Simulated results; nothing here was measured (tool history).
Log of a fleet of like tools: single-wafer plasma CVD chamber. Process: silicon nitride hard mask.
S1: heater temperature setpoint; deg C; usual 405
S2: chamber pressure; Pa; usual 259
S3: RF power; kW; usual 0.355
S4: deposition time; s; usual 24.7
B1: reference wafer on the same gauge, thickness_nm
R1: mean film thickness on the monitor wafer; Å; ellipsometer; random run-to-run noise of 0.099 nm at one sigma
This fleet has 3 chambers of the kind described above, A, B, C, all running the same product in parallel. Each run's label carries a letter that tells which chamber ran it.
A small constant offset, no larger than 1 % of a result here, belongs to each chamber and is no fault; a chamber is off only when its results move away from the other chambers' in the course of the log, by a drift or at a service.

run 1C hour=4.7 | S1=405 S2=259 S3=0.355 S4=24.7 | B1=38.488 | R1=330.24
run 2A hour=13.6 | S1=405 S2=259 S3=0.355 S4=24.7 | B1=38.516 | R1=333.68
run 3B hour=21.6 | S1=405 S2=259 S3=0.355 S4=24.7 | B1=38.505 | R1=335.14
run 4B hour=25.9 | S1=405 S2=259 S3=0.355 S4=24.7 | B1=38.483 | R1=335.69
run 5C hour=32 | S1=405 S2=259 S3=0.355 S4=24.7 | B1=38.514 | R1=331.68
run 6A hour=36.3 | S1=405 S2=259 S3=0.355 S4=24.7 | B1=38.488 | R1=333.4
run 7C hour=41 | S1=405 S2=259 S3=0.355 S4=24.7 | B1=38.502 | R1=331.6
run 8B hour=48.5 | S1=405 S2=259 S3=0.355 S4=24.7 | B1=38.505 | R1=336.6
-- hour=50.6 chamber B: thermocouple changed; heater temperature recalibrated
run 9A hour=55.3 | S1=405 S2=259 S3=0.355 S4=24.7 | B1=38.519 | R1=333.49
run 10C hour=59.2 | S1=405 S2=259 S3=0.355 S4=24.7 | B1=38.496 | R1=332.31
run 11B hour=66.7 | S1=405 S2=259 S3=0.355 S4=24.7 | B1=38.492 | R1=334.79
run 12A hour=73.9 | S1=405 S2=259 S3=0.355 S4=24.7 | B1=38.486 | R1=334.67
run 13A hour=77.8 | S1=405 S2=259 S3=0.355 S4=24.7 | B1=38.496 | R1=331.78
run 14C hour=82.3 | S1=405 S2=259 S3=0.355 S4=24.7 | B1=38.499 | R1=332.11
run 15B hour=87.3 | S1=405 S2=259 S3=0.32 S4=24.7 | B1=38.48 | R1=314.1
-- hour=89.7 chamber C: capacitance manometer re-zeroed and calibrated
run 16B hour=95.6 | S1=405 S2=259 S3=0.32 S4=24.7 | B1=38.53 | R1=314.93
run 17C hour=99.5 | S1=405 S2=259 S3=0.32 S4=24.7 | B1=38.485 | R1=306.75
run 18A hour=103.9 | S1=396 S2=259 S3=0.355 S4=29.2 | B1=38.461 | R1=396.31
run 19B hour=109.6 | S1=396 S2=259 S3=0.355 S4=29.2 | B1=38.499 | R1=398.11
run 20A hour=118.5 | S1=396 S2=259 S3=0.355 S4=29.2 | B1=38.527 | R1=395.61
run 21C hour=126.1 | S1=405 S2=259 S3=0.355 S4=24.7 | B1=38.485 | R1=327.08
run 22C hour=132.2 | S1=405 S2=259 S3=0.355 S4=24.7 | B1=38.511 | R1=325.76
run 23B hour=137.3 | S1=405 S2=259 S3=0.355 S4=24.7 | B1=38.507 | R1=335.31
run 24A hour=142.1 | S1=405 S2=259 S3=0.355 S4=24.7 | B1=38.489 | R1=331.96
run 25C hour=146 | S1=405 S2=259 S3=0.355 S4=24.7 | B1=38.518 | R1=326.68
run 26A hour=152.5 | S1=405 S2=259 S3=0.405 S4=24.7 | B1=38.471 | R1=360.48

Next, all 3 chambers run the settings below, one line each with question marks for the results. What does each chamber give?
run 27A hour=158.8 | S1=405 S2=259 S3=0.355 S4=24.7 | R1=?
run 27B hour=158.8 | S1=405 S2=259 S3=0.355 S4=24.7 | R1=?
run 27C hour=158.8 | S1=405 S2=259 S3=0.355 S4=24.7 | R1=?

run=27A R1=335.72
run=27B R1=334.15
run=27C R1=325.02

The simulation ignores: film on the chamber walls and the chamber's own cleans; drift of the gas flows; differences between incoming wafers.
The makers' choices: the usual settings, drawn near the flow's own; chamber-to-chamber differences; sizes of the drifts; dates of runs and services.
